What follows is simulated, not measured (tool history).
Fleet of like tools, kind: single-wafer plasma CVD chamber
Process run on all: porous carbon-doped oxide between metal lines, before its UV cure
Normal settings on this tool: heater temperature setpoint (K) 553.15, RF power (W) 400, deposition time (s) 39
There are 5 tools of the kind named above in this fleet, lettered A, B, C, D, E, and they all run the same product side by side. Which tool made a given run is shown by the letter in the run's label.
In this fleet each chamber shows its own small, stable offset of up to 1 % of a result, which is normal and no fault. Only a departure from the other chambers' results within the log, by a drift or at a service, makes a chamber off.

run	hour	heater temperature setpoint (K)	RF power (W)	deposition time (s)	hours since the last thermocouple change	hours since the last RF generator calibration	read-back reference wafer on the same gauge, thickness_nm	mean film thickness on the monitor wafer (nm)
1A	4.3	553.15	400	39	465.8	1227.5	165.92	198.6
2D	8.2	553.15	400	39	591.6	867.5	166.08	198.32
3E	15.1	553.15	400	39	807.3	1683.8	166.13	200.35
4C	20.8	553.15	400	39	530.5	593.4	165.84	197.42
5B	24.6	553.15	400	39	68.8	69.4	165.95	197.77
6E	29.5	553.15	400	39	821.7	1698.2	165.96	199.28
7C	36.8	553.15	400	39	546.5	609.4	166	197.38
8D	41.6	553.15	400	39	625	900.9	165.97	198.43
9A	46.9	553.15	400	39	508.4	1270.1	165.93	199.28
10B	52.5	553.15	400	39	96.7	97.3	166.04	199.23
11C	56.5	553.15	335	42.1	566.2	629.1	165.97	185.67
12A	60.3	553.15	335	42.1	521.8	1283.5	166	185.84
13D	65.9	553.15	335	42.1	649.3	925.2	165.93	186.36
14B	69.6	553.15	335	42.1	113.8	114.4	165.92	187.49
15E	73.9	553.15	335	42.1	866.1	1742.6	165.97	185.67
16E	78.1	553.15	400	39	870.3	1746.8	166.08	199.45
17D	81.8	553.15	400	39	665.2	941.1	165.86	199.05
18B	85.7	553.15	400	39	129.9	130.5	165.95	199.58
19A	90.6	553.15	400	39	552.1	1313.8	166.02	197.96
20C	96.6	553.15	400	39	606.3	669.2	166.14	197.42
21C	101.4	553.15	455	33.9	611.1	674	165.89	190.81
22E	105.3	553.15	455	33.9	897.5	1774	165.88	191.7
23D	111.4	553.15	455	33.9	694.8	970.7	166.06	192.01
24B	117.1	553.15	455	33.9	161.3	161.9	166.09	191.55
25A	123	553.15	455	33.9	584.5	1346.2	166.08	190.94
26E	129.7	553.15	400	39	921.9	1798.4	165.96	199.58
27C	135.4	553.15	400	39	645.1	708	165.98	197.58
28B	142.7	567.15	400	39	186.9	187.5	165.97	182.03
29A	149.4	567.15	400	39	610.9	1372.6	165.97	182.52
30D	154.4	567.15	400	39	737.8	1013.7	165.95	183.56
31A	157.9	567.15	400	39	619.4	1381.1	166.04	182.14
32E	165.8	567.15	400	39	958	1834.5	165.98	182.03
33C	172.5	553.15	400	39	682.2	745.1	166.11	197.81

Has any chamber moved away from the others, gradually or after a service, or does the common gauge drift, or do the chambers differ only by their own small steady offsets? State the chamber and the most likely cause if one applies.

Neither any chamber nor the gauge drifts; the chambers differ only by their own small, steady offsets.
